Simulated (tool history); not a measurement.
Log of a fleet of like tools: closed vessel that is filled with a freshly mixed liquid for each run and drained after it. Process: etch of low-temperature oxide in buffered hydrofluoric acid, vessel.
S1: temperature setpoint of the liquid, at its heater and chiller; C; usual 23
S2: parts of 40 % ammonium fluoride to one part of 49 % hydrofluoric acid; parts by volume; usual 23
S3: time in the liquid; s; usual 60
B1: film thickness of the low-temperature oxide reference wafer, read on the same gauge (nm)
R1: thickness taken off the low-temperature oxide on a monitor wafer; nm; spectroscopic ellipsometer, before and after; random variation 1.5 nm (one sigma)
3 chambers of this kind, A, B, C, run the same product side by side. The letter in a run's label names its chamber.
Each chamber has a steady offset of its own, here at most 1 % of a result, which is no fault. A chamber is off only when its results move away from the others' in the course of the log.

run	hour	S1	S2	S3	B1	R1
1B	12.2	23	23	60	79.993	169.18
2C	22.5	23	23	60	80.001	175.51
3A	34.1	23	23	60	79.983	173.99
4A	45.3	23	23	60	79.987	174.92
5B	51.8	23	23	60	79.993	169.95
6C	61.4	23	23	60	80.009	175.22
7A	73.1	23	23	60	79.989	173.53
8C	81.3	23	23	60	79.997	173.44
9B	89.6	23	23	60	80.023	175.51
10C	96.2	23	23	60	79.997	174.84
11A	103.3	23	18.5	60	79.982	204.85
12B	114.5	23	18.5	60	79.981	210.77
13C	123.6	23	18.5	60	79.972	208.4
14A	132	23	23	60	80.023	174.79
15B	140.7	23	23	60	79.985	178.96
16A	147.4	23	23	60	80.024	174.79
17C	157.1	21.5	23	30	80.007	79.974
18B	166.9	21.5	23	30	80.008	82.904
19B	175.1	21.5	23	30	80.016	83.503
20A	181.4	23	23	60	79.965	174.24
21C	190.6	23	23	60	79.982	171.47
22A	200.3	23	23	60	79.987	176.17
23C	210.2	23	23	60	79.997	171.95
24B	219.3	23	23	60	80.025	183.7
# hour 222.1: chamber C: thermometer replaced
25B	227.6	23	23	60	79.999	186.24
26A	235.6	23	23	60	80.025	177.17
27C	245.5	23	23	45	79.985	131.61
28C	257.3	23	23	45	79.997	131.14
29A	270.4	23	23	45	80.004	131.36
30B	277.9	23	23	60	80.002	190.78
31B	289.5	23	23	60	79.985	191.76
32A	298.5	23	23	60	79.988	173.36
33C	306.4	23	23	60	80.013	170.51
34B	318.8	23	23	60	80.019	191.02

What goes on in this fleet: one chamber off, a drifting gauge, or nothing beyond the chambers' own small offsets? Name the chamber and the cause, if any.

Chamber B drifts away from the others.
Cause: liquid hotter than its thermometer reads (K) = 2.08.

Here are 4 candidates for chamber B's next run, each the usual settings with a change, their results left as question marks. Which one brings its results back in line with what the others give on the usual settings?
In line means no further than this from the other chambers' mean on the usual settings: R1 5.2 nm
35B-1	328.3	22.5	23	55		?
35B-2	328.3	23	22.5	65		?
35B-3	328.3	23	21.5	70		?
35B-4	328.3	22.5	23	50		?

The other chambers' mean on the usual settings: R1 173.78 nm
run	R1
35B-1	172.89
35B-2	213.07
35B-3	236.77
35B-4	157.17
35B-1 brings the chamber back in line.

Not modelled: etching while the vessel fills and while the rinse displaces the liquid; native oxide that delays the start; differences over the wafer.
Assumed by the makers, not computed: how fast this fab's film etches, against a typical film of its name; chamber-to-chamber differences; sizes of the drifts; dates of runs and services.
